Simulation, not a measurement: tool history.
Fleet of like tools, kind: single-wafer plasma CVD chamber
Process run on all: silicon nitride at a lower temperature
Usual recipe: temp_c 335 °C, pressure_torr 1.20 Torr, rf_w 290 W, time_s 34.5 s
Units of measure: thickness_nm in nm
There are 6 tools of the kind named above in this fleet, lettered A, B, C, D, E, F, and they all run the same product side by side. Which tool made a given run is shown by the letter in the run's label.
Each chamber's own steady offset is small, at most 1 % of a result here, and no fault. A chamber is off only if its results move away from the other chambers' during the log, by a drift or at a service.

| run | day | temp_c | pressure_torr | rf_w | time_s | read-back reference wafer on the same gauge, thickness_nm | thickness_nm |
|---|---|---|---|---|---|---|---|
| 1E | 0.404 | 335 | 1.20 | 290 | 34.5 | 36.807 | 36.545 |
| 2F | 0.842 | 335 | 1.20 | 290 | 34.5 | 36.788 | 36.426 |
| 3B | 1.242 | 335 | 1.20 | 290 | 34.5 | 36.785 | 36.431 |
| 4D | 1.517 | 335 | 1.20 | 290 | 34.5 | 36.781 | 36.926 |
| 5C | 1.788 | 335 | 1.20 | 290 | 34.5 | 36.787 | 36.330 |
| 6A | 2.192 | 335 | 1.20 | 290 | 34.5 | 36.762 | 36.845 |
|  | 2.512 | chamber E: capacitance manometer re-zeroed and calibrated |
| 7D | 2.529 | 335 | 0.96 | 290 | 30.4 | 36.758 | 30.313 |
| 8A | 3.017 | 335 | 0.96 | 290 | 30.4 | 36.768 | 30.290 |
| 9C | 3.442 | 335 | 0.96 | 290 | 30.4 | 36.755 | 29.866 |
| 10B | 3.725 | 335 | 0.96 | 290 | 30.4 | 36.754 | 29.921 |
| 11F | 4.171 | 335 | 0.96 | 290 | 30.4 | 36.739 | 30.045 |
| 12E | 4.704 | 335 | 0.96 | 290 | 30.4 | 36.738 | 30.124 |
| 13E | 4.962 | 335 | 1.20 | 290 | 34.5 | 36.747 | 36.558 |
| 14D | 5.246 | 335 | 1.20 | 290 | 34.5 | 36.729 | 36.885 |
| 15A | 5.508 | 348 | 1.20 | 290 | 37.4 | 36.726 | 39.694 |
|  | 5.854 | chamber F: thermocouple changed; heater temperature recalibrated |
| 16C | 5.954 | 348 | 1.20 | 290 | 37.4 | 36.727 | 39.209 |
| 17F | 6.396 | 348 | 1.20 | 290 | 37.4 | 36.706 | 39.273 |
| 18B | 6.825 | 348 | 1.20 | 290 | 37.4 | 36.712 | 39.155 |
| 19F | 7.192 | 348 | 1.20 | 290 | 37.4 | 36.698 | 39.282 |
| 20B | 7.704 | 348 | 1.20 | 290 | 37.4 | 36.693 | 39.239 |
| 21A | 8.196 | 335 | 1.20 | 290 | 34.5 | 36.695 | 36.669 |
|  | 8.362 | chamber C: thermocouple changed; heater temperature recalibrated |
| 22D | 8.750 | 335 | 1.20 | 290 | 34.5 | 36.689 | 36.895 |
| 23C | 9.004 | 335 | 1.20 | 290 | 34.5 | 36.673 | 36.416 |
| 24E | 9.475 | 335 | 1.20 | 290 | 34.5 | 36.683 | 36.427 |
| 25A | 9.883 | 335 | 1.20 | 290 | 34.5 | 36.659 | 36.852 |
| 26B | 10.296 | 335 | 1.20 | 290 | 34.5 | 36.661 | 36.239 |
| 27F | 10.862 | 335 | 1.20 | 250 | 28.7 | 36.654 | 27.205 |
| 28C | 11.175 | 335 | 1.20 | 250 | 28.7 | 36.651 | 27.083 |
| 29E | 11.488 | 335 | 1.20 | 250 | 28.7 | 36.647 | 27.307 |
|  | 11.621 | chamber B: thermocouple changed; heater temperature recalibrated |
|  | 11.679 | chamber C: capacitance manometer re-zeroed and calibrated |
| 30D | 11.871 | 335 | 1.20 | 250 | 28.7 | 36.661 | 27.533 |
| 31F | 12.188 | 335 | 1.20 | 250 | 28.7 | 36.642 | 27.155 |
| 32E | 12.733 | 335 | 1.20 | 250 | 28.7 | 36.637 | 27.391 |
|  | 12.996 | chamber A: RF generator calibrated |
| 33B | 13.142 | 335 | 1.20 | 290 | 34.5 | 36.628 | 36.339 |
| 34A | 13.558 | 335 | 1.20 | 290 | 34.5 | 36.615 | 36.650 |
| 35C | 14.038 | 335 | 1.20 | 290 | 34.5 | 36.608 | 36.195 |
| 36D | 14.446 | 335 | 1.20 | 290 | 34.5 | 36.624 | 36.780 |
| 37A | 14.733 | 335 | 1.20 | 290 | 34.5 | 36.605 | 36.666 |
| 38F | 15.025 | 335 | 1.20 | 290 | 34.5 | 36.593 | 36.301 |

All chambers now run identical settings, listed one chamber a line with results as question marks. What results will each chamber show?
| 39A | 15.429 | 335 | 1.20 | 290 | 34.5 |  | ? |
| 39B | 15.429 | 335 | 1.20 | 290 | 34.5 |  | ? |
| 39C | 15.429 | 335 | 1.20 | 290 | 34.5 |  | ? |
| 39D | 15.429 | 335 | 1.20 | 290 | 34.5 |  | ? |
| 39E | 15.429 | 335 | 1.20 | 290 | 34.5 |  | ? |
| 39F | 15.429 | 335 | 1.20 | 290 | 34.5 |  | ? |

| run | thickness_nm |
|---|---|
| 39A | 36.629 |
| 39B | 36.187 |
| 39C | 36.202 |
| 39D | 36.695 |
| 39E | 36.415 |
| 39F | 36.229 |
